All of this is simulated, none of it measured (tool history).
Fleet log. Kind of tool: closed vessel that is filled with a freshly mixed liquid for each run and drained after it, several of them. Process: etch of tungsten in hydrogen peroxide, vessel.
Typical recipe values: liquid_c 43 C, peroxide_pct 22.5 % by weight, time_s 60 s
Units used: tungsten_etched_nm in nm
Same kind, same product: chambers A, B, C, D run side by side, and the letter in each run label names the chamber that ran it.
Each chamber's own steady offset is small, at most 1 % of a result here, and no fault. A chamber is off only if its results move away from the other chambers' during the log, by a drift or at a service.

run     day  liquid_c  peroxide_pct  time_s  hours since the thermometer was replaced  hours since the peroxide flow meter was replaced  hours since the drum of peroxide was connected  read-back film thickness of the tungsten reference wafer, read on the same gauge (nm)  tungsten_etched_nm
 1B   0.562        43          22.5      60                                      1030                                            1449.1                                             441                                                                                 109.99               53.23
 2C   0.892        43          22.5      60                                     173.6                                             523.7                                            56.3                                                                                 109.99              53.045
 3A   1.542        43          22.5      60                                     952.7                                             212.3                                             224                                                                                 110.01              53.221
 4D   2.046        43          22.5      60                                     653.4                                            1019.8                                           394.3                                                                                    110              52.633
 5D   2.367        43          22.5      60                                     661.1                                            1027.5                                             402                                                                                    110              52.589
 6A   2.762        43          22.5      60                                       982                                             241.6                                           253.3                                                                                 109.98              52.602
 7B   3.388        43          22.5      60                                    1097.8                                            1516.9                                           508.8                                                                                    110              52.677
 8C   3.917        43          22.5      60                                     246.2                                             596.3                                           128.9                                                                                 109.99              52.876
 9B   4.229        43          22.5      60                                      1118                                            1537.1                                             529                                                                                 110.02              53.133
10C   4.775        43          22.5      60                                     266.8                                             616.9                                           149.5                                                                                    110              53.042
11A   5.392        43          22.5      60                                    1045.1                                             304.7                                           316.4                                                                                    110              52.836
      5.792  -- chamber D: new drum of peroxide connected
12D   5.896        43          22.5      60                                     745.8                                            1112.2                                             2.5                                                                                    110              52.113
13A   6.483        43          22.5      60                                    1071.3                                             330.9                                           342.6                                                                                 110.01              52.746
14D   6.862        43          22.5      60                                       769                                            1135.4                                            25.7                                                                                    110              52.408
15B   7.279        43            27      80                                    1191.2                                            1610.3                                           602.2                                                                                 109.98              78.042
16C   7.675        43            27      80                                     336.4                                             686.5                                           219.1                                                                                    110              77.229
17D     8.2        43            27      80                                     801.1                                            1167.5                                            57.8                                                                                 110.02              76.627
18B   8.671        43            27      80                                    1224.6                                            1643.7                                           635.6                                                                                 109.99              76.983
19C   9.171        43          22.5      60                                     372.3                                             722.4                                             255                                                                                 109.98              53.027
20A   9.733        43          22.5      60                                    1149.3                                             408.9                                           420.6                                                                                 109.99              52.946
21C  10.104        43          22.5      60                                     394.7                                             744.8                                           277.4                                                                                    110              52.992
22A  10.571        43          22.5      60                                    1169.4                                               429                                           440.7                                                                                 110.01              52.367
23D  10.958        43          22.5      60                                     867.3                                            1233.7                                             124                                                                                 110.01              52.687
24B  11.312        43          22.5      60                                      1288                                            1707.1                                             699                                                                                 109.99              53.139

What goes on in this fleet: one chamber off, a drifting gauge, or nothing beyond the chambers' own small offsets? Name the chamber and the cause, if any.

Neither any chamber nor the gauge drifts; the chambers differ only by their own small, steady offsets.
